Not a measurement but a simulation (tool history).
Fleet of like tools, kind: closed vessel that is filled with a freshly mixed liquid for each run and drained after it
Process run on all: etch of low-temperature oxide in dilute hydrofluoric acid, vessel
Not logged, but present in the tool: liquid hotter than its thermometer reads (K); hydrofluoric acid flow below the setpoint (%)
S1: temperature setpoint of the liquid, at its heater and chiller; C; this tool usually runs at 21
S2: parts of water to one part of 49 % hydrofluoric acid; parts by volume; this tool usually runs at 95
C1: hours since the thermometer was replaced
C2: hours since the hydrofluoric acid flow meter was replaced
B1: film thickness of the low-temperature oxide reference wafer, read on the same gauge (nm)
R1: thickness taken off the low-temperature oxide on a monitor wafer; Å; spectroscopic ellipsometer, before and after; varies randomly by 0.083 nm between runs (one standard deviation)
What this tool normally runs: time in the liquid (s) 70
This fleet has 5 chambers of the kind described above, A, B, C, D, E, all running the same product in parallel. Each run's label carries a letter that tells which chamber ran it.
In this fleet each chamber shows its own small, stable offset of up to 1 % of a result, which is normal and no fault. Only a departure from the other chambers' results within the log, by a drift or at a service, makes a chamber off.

run 1C hour=8.5 | S1=21 S2=95 time_in_the_liquid_(s)=70 | C1=846.3 C2=411.6 | B1=149.97 | R1=109.57
run 2E hour=17.5 | S1=21 S2=95 time_in_the_liquid_(s)=70 | C1=1381.4 C2=196.7 | B1=149.96 | R1=107.06
run 3D hour=22.7 | S1=21 S2=95 time_in_the_liquid_(s)=70 | C1=911 C2=778.8 | B1=150.03 | R1=109.32
run 4A hour=27.7 | S1=21 S2=95 time_in_the_liquid_(s)=70 | C1=397.9 C2=744.2 | B1=150.03 | R1=106.84
run 5B hour=37.2 | S1=21 S2=95 time_in_the_liquid_(s)=70 | C1=132.6 C2=566.6 | B1=149.98 | R1=107.98
run 6A hour=41.9 | S1=18 S2=55 time_in_the_liquid_(s)=70 | C1=412.1 C2=758.4 | B1=150.01 | R1=170.98
run 7E hour=52 | S1=18 S2=55 time_in_the_liquid_(s)=70 | C1=1415.9 C2=231.2 | B1=150.03 | R1=173.83
run 8D hour=58.4 | S1=18 S2=55 time_in_the_liquid_(s)=70 | C1=946.7 C2=814.5 | B1=150.03 | R1=174.62
run 9C hour=65.8 | S1=18 S2=55 time_in_the_liquid_(s)=70 | C1=903.6 C2=468.9 | B1=150 | R1=175.37
run 10B hour=71.9 | S1=18 S2=55 time_in_the_liquid_(s)=70 | C1=167.3 C2=601.3 | B1=150.02 | R1=169.41
run 11B hour=81.3 | S1=21 S2=95 time_in_the_liquid_(s)=90 | C1=176.7 C2=610.7 | B1=149.96 | R1=137.04
run 12A hour=90.8 | S1=21 S2=95 time_in_the_liquid_(s)=90 | C1=461 C2=807.3 | B1=149.98 | R1=139.27
run 13E hour=100.4 | S1=21 S2=95 time_in_the_liquid_(s)=90 | C1=1464.3 C2=279.6 | B1=149.99 | R1=137.14
run 14D hour=107.8 | S1=21 S2=95 time_in_the_liquid_(s)=90 | C1=996.1 C2=863.9 | B1=149.98 | R1=138.88
run 15C hour=116.5 | S1=21 S2=95 time_in_the_liquid_(s)=90 | C1=954.3 C2=519.6 | B1=150.02 | R1=139.14
run 16D hour=121.9 | S1=21 S2=95 time_in_the_liquid_(s)=70 | C1=1010.2 C2=878 | B1=150.01 | R1=109.27
run 17C hour=127.5 | S1=21 S2=95 time_in_the_liquid_(s)=95 | C1=965.3 C2=530.6 | B1=150.01 | R1=148.08
run 18E hour=132.2 | S1=21 S2=95 time_in_the_liquid_(s)=95 | C1=1496.1 C2=311.4 | B1=150.03 | R1=148.68
run 19A hour=140 | S1=21 S2=95 time_in_the_liquid_(s)=95 | C1=510.2 C2=856.5 | B1=149.99 | R1=143.52
run 20B hour=145.1 | S1=21 S2=95 time_in_the_liquid_(s)=95 | C1=240.5 C2=674.5 | B1=150.01 | R1=141.69
run 21E hour=154.9 | S1=21 S2=95 time_in_the_liquid_(s)=95 | C1=1518.8 C2=334.1 | B1=150.01 | R1=145.2
run 22A hour=165.1 | S1=19.5 S2=95 time_in_the_liquid_(s)=45 | C1=535.3 C2=881.6 | B1=150 | R1=65.014
run 23C hour=175.1 | S1=19.5 S2=95 time_in_the_liquid_(s)=45 | C1=1012.9 C2=578.2 | B1=149.99 | R1=65.667
run 24B hour=181.1 | S1=19.5 S2=95 time_in_the_liquid_(s)=45 | C1=276.5 C2=710.5 | B1=150.01 | R1=62.753
run 25D hour=189.9 | S1=19.5 S2=95 time_in_the_liquid_(s)=45 | C1=1078.2 C2=946 | B1=150.06 | R1=65.845
run 26E hour=197.6 | S1=19.5 S2=95 time_in_the_liquid_(s)=45 | C1=1561.5 C2=376.8 | B1=150.01 | R1=64.772
run 27D hour=202.4 | S1=21 S2=95 time_in_the_liquid_(s)=70 | C1=1090.7 C2=958.5 | B1=150.01 | R1=109.49
run 28C hour=210.3 | S1=21 S2=80 time_in_the_liquid_(s)=30 | C1=1048.1 C2=613.4 | B1=150.03 | R1=56.831
run 29B hour=219.1 | S1=21 S2=80 time_in_the_liquid_(s)=30 | C1=314.5 C2=748.5 | B1=149.99 | R1=53.718
run 30A hour=225.3 | S1=21 S2=80 time_in_the_liquid_(s)=30 | C1=595.5 C2=941.8 | B1=149.99 | R1=56.062
run 31D hour=234.7 | S1=21 S2=80 time_in_the_liquid_(s)=30 | C1=1123 C2=990.8 | B1=150 | R1=56.394
run 32C hour=240.3 | S1=21 S2=80 time_in_the_liquid_(s)=30 | C1=1078.1 C2=643.4 | B1=149.98 | R1=56.574
run 33E hour=248.8 | S1=21 S2=95 time_in_the_liquid_(s)=70 | C1=1612.7 C2=428 | B1=150 | R1=107.08
run 34B hour=255.6 | S1=24 S2=95 time_in_the_liquid_(s)=85 | C1=351 C2=785 | B1=150.02 | R1=138.89
run 35A hour=261.4 | S1=24 S2=95 time_in_the_liquid_(s)=85 | C1=631.6 C2=977.9 | B1=150 | R1=147.03
run 36D hour=269.7 | S1=24 S2=95 time_in_the_liquid_(s)=85 | C1=1158 C2=1025.8 | B1=150 | R1=149.66
run 37C hour=277.6 | S1=24 S2=95 time_in_the_liquid_(s)=85 | C1=1115.4 C2=680.7 | B1=150.01 | R1=150.78
run 38E hour=287.5 | S1=24 S2=95 time_in_the_liquid_(s)=85 | C1=1651.4 C2=466.7 | B1=150.04 | R1=148.65
run 39A hour=296.3 | S1=21 S2=95 time_in_the_liquid_(s)=70 | C1=666.5 C2=1012.8 | B1=150.01 | R1=107.36
run 40B hour=302.6 | S1=21 S2=95 time_in_the_liquid_(s)=70 | C1=398 C2=832 | B1=149.96 | R1=101.02
run 41D hour=310.7 | S1=21 S2=95 time_in_the_liquid_(s)=70 | C1=1199 C2=1066.8 | B1=149.96 | R1=107.48

All 5 chambers run these settings next. Forecast each chamber's results:
run 42A hour=318 | S1=21 S2=95 time_in_the_liquid_(s)=70 | R1=?
run 42B hour=318 | S1=21 S2=95 time_in_the_liquid_(s)=70 | R1=?
run 42C hour=318 | S1=21 S2=95 time_in_the_liquid_(s)=70 | R1=?
run 42D hour=318 | S1=21 S2=95 time_in_the_liquid_(s)=70 | R1=?
run 42E hour=318 | S1=21 S2=95 time_in_the_liquid_(s)=70 | R1=?

run=42A R1=107.06
run=42B R1=99.797
run=42C R1=107.4
run=42D R1=109.31
run=42E R1=107.24

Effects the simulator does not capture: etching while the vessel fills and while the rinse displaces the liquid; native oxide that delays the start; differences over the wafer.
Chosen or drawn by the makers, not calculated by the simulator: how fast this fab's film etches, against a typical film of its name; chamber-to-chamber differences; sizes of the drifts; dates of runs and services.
